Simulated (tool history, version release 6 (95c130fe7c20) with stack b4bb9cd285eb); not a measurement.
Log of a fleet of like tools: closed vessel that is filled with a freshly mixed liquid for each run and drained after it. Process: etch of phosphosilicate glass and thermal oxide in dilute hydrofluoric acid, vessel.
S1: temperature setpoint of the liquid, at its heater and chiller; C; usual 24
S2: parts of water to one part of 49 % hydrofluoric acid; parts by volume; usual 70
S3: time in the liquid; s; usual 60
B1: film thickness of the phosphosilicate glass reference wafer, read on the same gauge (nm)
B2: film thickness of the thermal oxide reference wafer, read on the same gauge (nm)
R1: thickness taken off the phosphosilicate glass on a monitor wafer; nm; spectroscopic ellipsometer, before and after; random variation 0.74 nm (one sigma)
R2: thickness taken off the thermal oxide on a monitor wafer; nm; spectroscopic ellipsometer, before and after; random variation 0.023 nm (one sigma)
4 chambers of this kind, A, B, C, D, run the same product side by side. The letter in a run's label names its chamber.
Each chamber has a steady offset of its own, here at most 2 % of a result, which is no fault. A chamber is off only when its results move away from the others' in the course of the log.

run 1A hour=2.4 | S1=24 S2=70 S3=60 | B1=80.02 B2=69.991 | R1=86.058 R2=4.2428
run 2C hour=5.4 | S1=24 S2=70 S3=60 | B1=80.001 B2=69.989 | R1=88.589 R2=4.1904
run 3D hour=7.8 | S1=24 S2=70 S3=60 | B1=80.018 B2=70.021 | R1=87.922 R2=4.2012
run 4B hour=12.2 | S1=24 S2=70 S3=60 | B1=79.994 B2=69.989 | R1=88.37 R2=4.2146
run 5C hour=16.7 | S1=24 S2=70 S3=60 | B1=79.98 B2=70.01 | R1=88.196 R2=4.152
run 6A hour=18.8 | S1=24 S2=70 S3=60 | B1=79.998 B2=69.957 | R1=86.544 R2=4.2584
run 7D hour=22.7 | S1=24 S2=70 S3=60 | B1=80.021 B2=70.006 | R1=87.027 R2=4.2186
run 8B hour=25.8 | S1=24 S2=90 S3=60 | B1=79.993 B2=69.994 | R1=67.486 R2=3.1995
run 9C hour=30.3 | S1=24 S2=90 S3=60 | B1=79.985 B2=69.986 | R1=66.55 R2=3.1492
run 10A hour=33.8 | S1=24 S2=90 S3=60 | B1=80.024 B2=69.993 | R1=65.81 R2=3.1919
run 11D hour=36.2 | S1=24 S2=90 S3=60 | B1=80.003 B2=69.991 | R1=65.906 R2=3.1644
run 12B hour=40.1 | S1=24 S2=70 S3=60 | B1=80 B2=70.007 | R1=87.752 R2=4.2603
run 13D hour=44.4 | S1=24 S2=70 S3=60 | B1=80.013 B2=69.986 | R1=86.961 R2=4.1942
run 14A hour=48.9 | S1=24 S2=70 S3=60 | B1=79.99 B2=70.024 | R1=87.997 R2=4.2513
run 15C hour=51 | S1=24 S2=70 S3=60 | B1=80.01 B2=69.958 | R1=87.146 R2=4.1935
run 16B hour=53 | S1=24 S2=70 S3=60 | B1=79.993 B2=70.035 | R1=87.331 R2=4.2623
run 17B hour=56.4 | S1=24 S2=70 S3=60 | B1=80.019 B2=69.986 | R1=86.966 R2=4.2207
run 18A hour=60.3 | S1=24 S2=70 S3=60 | B1=80.027 B2=70.042 | R1=85.284 R2=4.2518
run 19D hour=64.2 | S1=24 S2=70 S3=60 | B1=80.005 B2=70.008 | R1=86.964 R2=4.2427
run 20C hour=67.8 | S1=24 S2=70 S3=60 | B1=80.019 B2=70.003 | R1=86.168 R2=4.1376
run 21D hour=71.2 | S1=24 S2=70 S3=60 | B1=80.029 B2=69.992 | R1=86.838 R2=4.1838
run 22A hour=74.3 | S1=24 S2=70 S3=60 | B1=79.992 B2=69.997 | R1=86.516 R2=4.2668
run 23C hour=77.9 | S1=24 S2=70 S3=60 | B1=80.015 B2=69.994 | R1=87.435 R2=4.173
run 24B hour=80.3 | S1=27 S2=70 S3=60 | B1=80.018 B2=70.015 | R1=98.214 R2=4.8043
run 25D hour=84 | S1=27 S2=70 S3=60 | B1=79.992 B2=69.974 | R1=97.283 R2=4.7436
run 26B hour=88 | S1=27 S2=70 S3=60 | B1=80.024 B2=69.985 | R1=99.22 R2=4.8158
run 27C hour=90.2 | S1=27 S2=70 S3=60 | B1=79.998 B2=69.993 | R1=98.27 R2=4.6648
-- hour=91.8 chamber C: thermometer replaced
run 28A hour=94.8 | S1=24 S2=45 S3=40 | B1=80.009 B2=70.014 | R1=91.841 R2=4.5691
run 29C hour=97.5 | S1=24 S2=45 S3=40 | B1=80 B2=70.008 | R1=92.551 R2=4.4086
-- hour=99.2 chamber D: thermometer replaced
run 30D hour=101.7 | S1=24 S2=45 S3=40 | B1=80.013 B2=69.982 | R1=93.023 R2=4.489
run 31B hour=104.9 | S1=24 S2=45 S3=40 | B1=80.015 B2=69.99 | R1=92.56 R2=4.5221

Next, every chamber runs the same settings. What will each give?
run 32A hour=108.1 | S1=24 S2=70 S3=60 | R1=? R2=?
run 32B hour=108.1 | S1=24 S2=70 S3=60 | R1=? R2=?
run 32C hour=108.1 | S1=24 S2=70 S3=60 | R1=? R2=?
run 32D hour=108.1 | S1=24 S2=70 S3=60 | R1=? R2=?

run=32A R1=87.498 R2=4.19
run=32B R1=88.109 R2=4.2656
run=32C R1=86.31 R2=4.1883
run=32D R1=85.671 R2=4.1557
